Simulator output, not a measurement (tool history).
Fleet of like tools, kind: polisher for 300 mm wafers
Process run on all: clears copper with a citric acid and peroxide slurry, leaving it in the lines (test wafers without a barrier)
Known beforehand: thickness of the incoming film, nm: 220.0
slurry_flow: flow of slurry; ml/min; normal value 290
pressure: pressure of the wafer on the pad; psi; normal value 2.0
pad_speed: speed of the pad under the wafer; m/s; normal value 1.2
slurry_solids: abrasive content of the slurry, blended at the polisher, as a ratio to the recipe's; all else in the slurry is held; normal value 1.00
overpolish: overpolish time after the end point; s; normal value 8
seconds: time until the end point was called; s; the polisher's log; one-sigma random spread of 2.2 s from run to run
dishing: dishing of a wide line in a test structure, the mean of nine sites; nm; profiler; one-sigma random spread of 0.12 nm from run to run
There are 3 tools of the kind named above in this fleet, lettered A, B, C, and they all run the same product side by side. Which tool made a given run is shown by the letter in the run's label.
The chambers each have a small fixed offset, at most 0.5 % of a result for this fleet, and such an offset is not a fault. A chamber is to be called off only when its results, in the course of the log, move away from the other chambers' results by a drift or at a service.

run	hour	slurry_flow	pressure	pad_speed	slurry_solids	overpolish	wafers polished on this pad	hours since the slurry nozzle was cleaned	hours since the head pressure was calibrated	hours since the slurry blender was calibrated	seconds	dishing
1B	3.4	290	2.0	1.2	1.00	8	487	191.4	169.7	64.3	151.72	9.1020
2A	6.2	290	2.0	1.2	1.00	8	851	270.9	655.1	144.0	151.82	9.0672
3C	9.6	290	2.0	1.2	1.00	8	461	165.6	206.2	104.7	145.42	9.2112
# hour 10.3: chamber A: slurry blender recalibrated
4B	14.6	290	2.0	1.2	1.00	8	555	202.6	180.9	75.5	148.82	9.1197
5C	19.9	290	2.0	1.2	1.00	8	524	175.9	216.5	115.0	142.08	9.0682
6A	22.5	290	2.0	1.2	1.00	8	950	287.2	671.4	12.2	150.13	9.0129
7A	25.2	290	2.0	1.2	1.00	8	967	289.9	674.1	14.9	148.65	9.1021
# hour 28.4: chamber C: worn pad replaced by a new one
8C	30.6	290	2.0	1.2	1.00	8	13	186.6	227.2	125.7	147.14	9.2716
9B	36.2	290	2.0	1.2	1.00	8	687	224.2	202.5	97.1	147.10	9.1238
10B	41.0	290	2.0	1.2	1.00	8	717	229.0	207.3	101.9	148.30	9.3227
11A	46.8	290	2.0	1.2	1.00	8	1098	311.5	695.7	36.5	146.43	8.8100
12C	50.5	290	2.0	1.2	1.00	8	135	206.5	247.1	145.6	148.61	9.1147
13C	54.8	290	2.0	1.2	1.00	8	161	210.8	251.4	149.9	147.98	9.0877
14B	57.8	290	2.0	1.2	1.00	8	819	245.8	224.1	118.7	149.32	9.0554
15A	62.1	340	2.0	1.2	0.85	8	1192	326.8	711.0	51.8	149.44	8.6737
16B	65.8	340	2.0	1.2	0.85	8	868	253.8	232.1	126.7	154.67	8.8305
# hour 65.9: chamber B: worn pad replaced by a new one
# hour 66.4: chamber A: worn pad replaced by a new one
17C	68.5	340	2.0	1.2	0.85	8	245	224.5	265.1	163.6	152.15	9.0093
# hour 69.7: chamber A: slurry nozzle cleaned
18A	73.9	290	2.0	1.2	1.00	8	46	4.3	722.8	63.6	151.73	9.0684
19B	79.7	290	2.0	1.2	1.00	8	84	267.7	246.0	140.6	149.37	8.9173
20C	82.8	290	2.0	1.2	1.00	8	332	238.8	279.4	177.9	145.28	9.0442
21A	86.6	290	2.0	1.2	1.00	8	123	17.0	735.5	76.3	148.22	9.0625
22C	90.2	290	2.0	1.2	1.00	8	377	246.2	286.8	185.3	143.63	9.0652
23B	94.7	290	2.0	1.2	1.00	8	175	282.7	261.0	155.6	152.53	9.1144
24A	99.9	290	2.0	1.2	1.00	8	205	30.3	748.8	89.6	146.05	8.9228
25C	105.3	290	2.0	1.2	1.00	8	469	261.3	301.9	200.4	146.09	9.2720
# hour 108.6: chamber C: worn pad replaced by a new one
26B	109.5	325	2.6	1.2	1.00	8	266	297.5	275.8	170.4	114.84	11.7400
27A	114.5	325	2.6	1.2	1.00	8	294	44.9	763.4	104.2	112.14	11.7150
28C	119.8	325	2.6	1.2	1.00	8	68	275.8	316.4	214.9	113.48	11.6490
29A	122.6	290	2.0	1.2	1.00	8	343	53.0	771.5	112.3	148.37	8.9524
30B	126.2	290	2.0	1.2	1.00	8	368	314.2	292.5	187.1	148.73	9.2048
31C	128.7	290	2.0	1.2	1.00	8	123	284.7	325.3	223.8	148.38	9.1699
32B	133.0	290	2.0	1.2	1.00	8	409	321.0	299.3	193.9	150.47	8.8381
33A	136.0	290	2.0	1.2	1.00	8	425	66.4	784.9	125.7	149.59	9.2032

Does one chamber stand apart from the rest, does the shared gauge drift, or is all well apart from small per-chamber offsets? Give the chamber and the most likely cause, where there is one.

No chamber is off and the gauge is stable; the differences are just each chamber's small, constant offset.
